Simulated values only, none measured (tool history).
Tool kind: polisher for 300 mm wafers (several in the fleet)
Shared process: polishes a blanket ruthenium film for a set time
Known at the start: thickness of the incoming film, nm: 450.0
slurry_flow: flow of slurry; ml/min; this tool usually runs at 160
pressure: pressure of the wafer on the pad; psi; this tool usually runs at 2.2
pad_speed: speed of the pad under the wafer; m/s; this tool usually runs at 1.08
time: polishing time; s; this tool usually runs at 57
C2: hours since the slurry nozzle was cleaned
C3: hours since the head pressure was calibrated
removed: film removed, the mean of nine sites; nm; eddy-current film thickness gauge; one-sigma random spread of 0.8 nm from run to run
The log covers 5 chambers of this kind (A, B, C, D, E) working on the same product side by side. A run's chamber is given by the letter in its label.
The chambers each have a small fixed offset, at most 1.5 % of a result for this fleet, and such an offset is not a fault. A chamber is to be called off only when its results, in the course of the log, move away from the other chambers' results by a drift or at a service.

{"run": "1E", "hour": 8.1, "slurry_flow": 160, "pressure": 2.2, "pad_speed": 1.08, "time": 57, "wafers polished on this pad": 883, "C2": 272.7, "C3": 929.9, "removed": 66.654}
{"hour": 10.8, "done": "chamber E: worn pad replaced by a new one"}
{"run": "2A", "hour": 14.5, "slurry_flow": 160, "pressure": 2.2, "pad_speed": 1.08, "time": 57, "wafers polished on this pad": 581, "C2": 269.7, "C3": 138.9, "removed": 67.368}
{"run": "3D", "hour": 19.7, "slurry_flow": 160, "pressure": 2.2, "pad_speed": 1.08, "time": 57, "wafers polished on this pad": 1030, "C2": 199.9, "C3": 876.1, "removed": 66.22}
{"run": "4C", "hour": 28.0, "slurry_flow": 160, "pressure": 2.2, "pad_speed": 1.08, "time": 57, "wafers polished on this pad": 937, "C2": 205.3, "C3": 253.9, "removed": 65.42}
{"run": "5B", "hour": 34.8, "slurry_flow": 160, "pressure": 2.2, "pad_speed": 1.08, "time": 57, "wafers polished on this pad": 404, "C2": 127.7, "C3": 206.2, "removed": 66.028}
{"hour": 42.4, "done": "chamber E: head pressure recalibrated"}
{"run": "6A", "hour": 43.1, "slurry_flow": 160, "pressure": 2.2, "pad_speed": 1.08, "time": 57, "wafers polished on this pad": 849, "C2": 298.3, "C3": 167.5, "removed": 67.642}
{"hour": 46.5, "done": "chamber C: slurry nozzle cleaned"}
{"run": "7C", "hour": 53.4, "slurry_flow": 160, "pressure": 2.2, "pad_speed": 1.08, "time": 57, "wafers polished on this pad": 1175, "C2": 7, "C3": 279.3, "removed": 66.616}
{"hour": 61.3, "done": "chamber C: worn pad replaced by a new one"}
{"run": "8D", "hour": 62.6, "slurry_flow": 160, "pressure": 2.2, "pad_speed": 1.08, "time": 57, "wafers polished on this pad": 1432, "C2": 242.8, "C3": 919, "removed": 66.011}
{"hour": 68.3, "done": "chamber A: worn pad replaced by a new one"}
{"run": "9E", "hour": 70.5, "slurry_flow": 160, "pressure": 2.2, "pad_speed": 1.08, "time": 57, "wafers polished on this pad": 560, "C2": 335.1, "C3": 28.1, "removed": 66.773}
{"run": "10B", "hour": 78.8, "slurry_flow": 160, "pressure": 2.2, "pad_speed": 1.08, "time": 57, "wafers polished on this pad": 817, "C2": 171.7, "C3": 250.2, "removed": 65.543}
{"hour": 78.9, "done": "chamber D: worn pad replaced by a new one"}
{"run": "11E", "hour": 87.7, "slurry_flow": 160, "pressure": 2.2, "pad_speed": 1.08, "time": 57, "wafers polished on this pad": 721, "C2": 352.3, "C3": 45.3, "removed": 66.202}
{"run": "12B", "hour": 97.7, "slurry_flow": 160, "pressure": 2.2, "pad_speed": 1.08, "time": 57, "wafers polished on this pad": 994, "C2": 190.6, "C3": 269.1, "removed": 66.74}
{"run": "13D", "hour": 106.0, "slurry_flow": 160, "pressure": 2.2, "pad_speed": 1.08, "time": 57, "wafers polished on this pad": 254, "C2": 286.2, "C3": 962.4, "removed": 66.526}
{"run": "14C", "hour": 111.6, "slurry_flow": 160, "pressure": 2.2, "pad_speed": 1.08, "time": 57, "wafers polished on this pad": 472, "C2": 65.2, "C3": 337.5, "removed": 66.889}
{"hour": 119.4, "done": "chamber E: worn pad replaced by a new one"}
{"hour": 119.6, "done": "chamber B: worn pad replaced by a new one"}
{"run": "15A", "hour": 120.2, "slurry_flow": 160, "pressure": 2.2, "pad_speed": 1.08, "time": 57, "wafers polished on this pad": 487, "C2": 375.4, "C3": 244.6, "removed": 67.391}
{"run": "16C", "hour": 129.8, "slurry_flow": 160, "pressure": 2.2, "pad_speed": 1.08, "time": 57, "wafers polished on this pad": 643, "C2": 83.4, "C3": 355.7, "removed": 66.024}
{"run": "17A", "hour": 139.8, "slurry_flow": 135, "pressure": 2.2, "pad_speed": 0.76, "time": 57, "wafers polished on this pad": 671, "C2": 395, "C3": 264.2, "removed": 46.062}
{"run": "18B", "hour": 148.4, "slurry_flow": 135, "pressure": 2.2, "pad_speed": 0.76, "time": 57, "wafers polished on this pad": 270, "C2": 241.3, "C3": 319.8, "removed": 45.332}
{"run": "19E", "hour": 157.3, "slurry_flow": 135, "pressure": 2.2, "pad_speed": 0.76, "time": 57, "wafers polished on this pad": 356, "C2": 421.9, "C3": 114.9, "removed": 44.427}
{"run": "20D", "hour": 167.5, "slurry_flow": 135, "pressure": 2.2, "pad_speed": 0.76, "time": 57, "wafers polished on this pad": 831, "C2": 347.7, "C3": 1023.9, "removed": 44.737}
{"run": "21B", "hour": 176.8, "slurry_flow": 135, "pressure": 2.2, "pad_speed": 0.76, "time": 57, "wafers polished on this pad": 536, "C2": 269.7, "C3": 348.2, "removed": 46.19}
{"hour": 178.3, "done": "chamber A: worn pad replaced by a new one"}
{"run": "22A", "hour": 181.9, "slurry_flow": 160, "pressure": 2.2, "pad_speed": 1.08, "time": 57, "wafers polished on this pad": 34, "C2": 437.1, "C3": 306.3, "removed": 67.378}
{"run": "23C", "hour": 190.0, "slurry_flow": 160, "pressure": 2.2, "pad_speed": 1.08, "time": 57, "wafers polished on this pad": 1207, "C2": 143.6, "C3": 415.9, "removed": 69.685}
{"hour": 190.3, "done": "chamber E: slurry nozzle cleaned"}
{"run": "24D", "hour": 199.6, "slurry_flow": 160, "pressure": 2.2, "pad_speed": 1.08, "time": 57, "wafers polished on this pad": 1132, "C2": 379.8, "C3": 1056, "removed": 65.714}
{"run": "25E", "hour": 204.1, "slurry_flow": 160, "pressure": 2.2, "pad_speed": 1.08, "time": 57, "wafers polished on this pad": 795, "C2": 13.9, "C3": 161.7, "removed": 66.308}
{"hour": 206.4, "done": "chamber E: worn pad replaced by a new one"}
{"hour": 207.9, "done": "chamber C: worn pad replaced by a new one"}
{"run": "26B", "hour": 213.3, "slurry_flow": 160, "pressure": 2.2, "pad_speed": 1.08, "time": 57, "wafers polished on this pad": 878, "C2": 306.2, "C3": 384.7, "removed": 64.771}
{"run": "27D", "hour": 219.0, "slurry_flow": 160, "pressure": 2.2, "pad_speed": 1.08, "time": 57, "wafers polished on this pad": 1314, "C2": 399.2, "C3": 1075.4, "removed": 66.038}
{"run": "28A", "hour": 225.7, "slurry_flow": 160, "pressure": 1.7, "pad_speed": 0.78, "time": 57, "wafers polished on this pad": 445, "C2": 480.9, "C3": 350.1, "removed": 37.27}
{"hour": 227.3, "done": "chamber A: slurry nozzle cleaned"}
{"run": "29C", "hour": 234.3, "slurry_flow": 160, "pressure": 1.7, "pad_speed": 0.78, "time": 57, "wafers polished on this pad": 248, "C2": 187.9, "C3": 460.2, "removed": 39.097}
{"run": "30E", "hour": 241.9, "slurry_flow": 160, "pressure": 1.7, "pad_speed": 0.78, "time": 57, "wafers polished on this pad": 333, "C2": 51.7, "C3": 199.5, "removed": 35.881}
{"run": "31E", "hour": 248.7, "slurry_flow": 160, "pressure": 1.7, "pad_speed": 0.78, "time": 57, "wafers polished on this pad": 396, "C2": 58.5, "C3": 206.3, "removed": 37.167}
{"hour": 250.4, "done": "chamber D: worn pad replaced by a new one"}
{"hour": 256.4, "done": "chamber B: worn pad replaced by a new one"}
{"run": "32D", "hour": 256.8, "slurry_flow": 160, "pressure": 1.7, "pad_speed": 0.78, "time": 57, "wafers polished on this pad": 60, "C2": 437, "C3": 1113.2, "removed": 36.091}
{"run": "33A", "hour": 261.8, "slurry_flow": 145, "pressure": 2.2, "pad_speed": 1.08, "time": 63, "wafers polished on this pad": 783, "C2": 34.5, "C3": 386.2, "removed": 74.541}
{"run": "34C", "hour": 269.0, "slurry_flow": 145, "pressure": 2.2, "pad_speed": 1.08, "time": 63, "wafers polished on this pad": 573, "C2": 222.6, "C3": 494.9, "removed": 77.572}
{"run": "35B", "hour": 279.4, "slurry_flow": 145, "pressure": 2.2, "pad_speed": 1.08, "time": 63, "wafers polished on this pad": 216, "C2": 372.3, "C3": 450.8, "removed": 70.019}
{"hour": 284.2, "done": "chamber C: slurry nozzle cleaned"}
{"run": "36C", "hour": 285.8, "slurry_flow": 145, "pressure": 2.2, "pad_speed": 1.08, "time": 63, "wafers polished on this pad": 731, "C2": 1.6, "C3": 511.7, "removed": 79.736}
{"hour": 289.8, "done": "chamber B: slurry nozzle cleaned"}
{"hour": 290.5, "done": "chamber A: worn pad replaced by a new one"}
{"run": "37D", "hour": 293.1, "slurry_flow": 145, "pressure": 2.2, "pad_speed": 1.08, "time": 63, "wafers polished on this pad": 400, "C2": 473.3, "C3": 1149.5, "removed": 73.11}
{"run": "38B", "hour": 303.1, "slurry_flow": 160, "pressure": 2.2, "pad_speed": 1.08, "time": 57, "wafers polished on this pad": 438, "C2": 13.4, "C3": 474.5, "removed": 66.279}
{"run": "39E", "hour": 307.6, "slurry_flow": 160, "pressure": 2.2, "pad_speed": 1.08, "time": 57, "wafers polished on this pad": 949, "C2": 117.4, "C3": 265.2, "removed": 64.021}
{"run": "40A", "hour": 314.2, "slurry_flow": 160, "pressure": 2.2, "pad_speed": 1.08, "time": 57, "wafers polished on this pad": 222, "C2": 86.9, "C3": 438.6, "removed": 66.129}
{"run": "41B", "hour": 319.7, "slurry_flow": 160, "pressure": 2.2, "pad_speed": 1.08, "time": 57, "wafers polished on this pad": 594, "C2": 30, "C3": 491.1, "removed": 66.078}

All chambers now run identical settings, listed one chamber a line with results as question marks. What results will each chamber show?
{"run": "42A", "hour": 327.2, "slurry_flow": 160, "pressure": 2.2, "pad_speed": 0.8, "time": 57, "removed": "?"}
{"run": "42B", "hour": 327.2, "slurry_flow": 160, "pressure": 2.2, "pad_speed": 0.8, "time": 57, "removed": "?"}
{"run": "42C", "hour": 327.2, "slurry_flow": 160, "pressure": 2.2, "pad_speed": 0.8, "time": 57, "removed": "?"}
{"run": "42D", "hour": 327.2, "slurry_flow": 160, "pressure": 2.2, "pad_speed": 0.8, "time": 57, "removed": "?"}
{"run": "42E", "hour": 327.2, "slurry_flow": 160, "pressure": 2.2, "pad_speed": 0.8, "time": 57, "removed": "?"}

run=42A removed=51.248
run=42B removed=48.904
run=42C removed=55.498
run=42D removed=49.704
run=42E removed=48.212

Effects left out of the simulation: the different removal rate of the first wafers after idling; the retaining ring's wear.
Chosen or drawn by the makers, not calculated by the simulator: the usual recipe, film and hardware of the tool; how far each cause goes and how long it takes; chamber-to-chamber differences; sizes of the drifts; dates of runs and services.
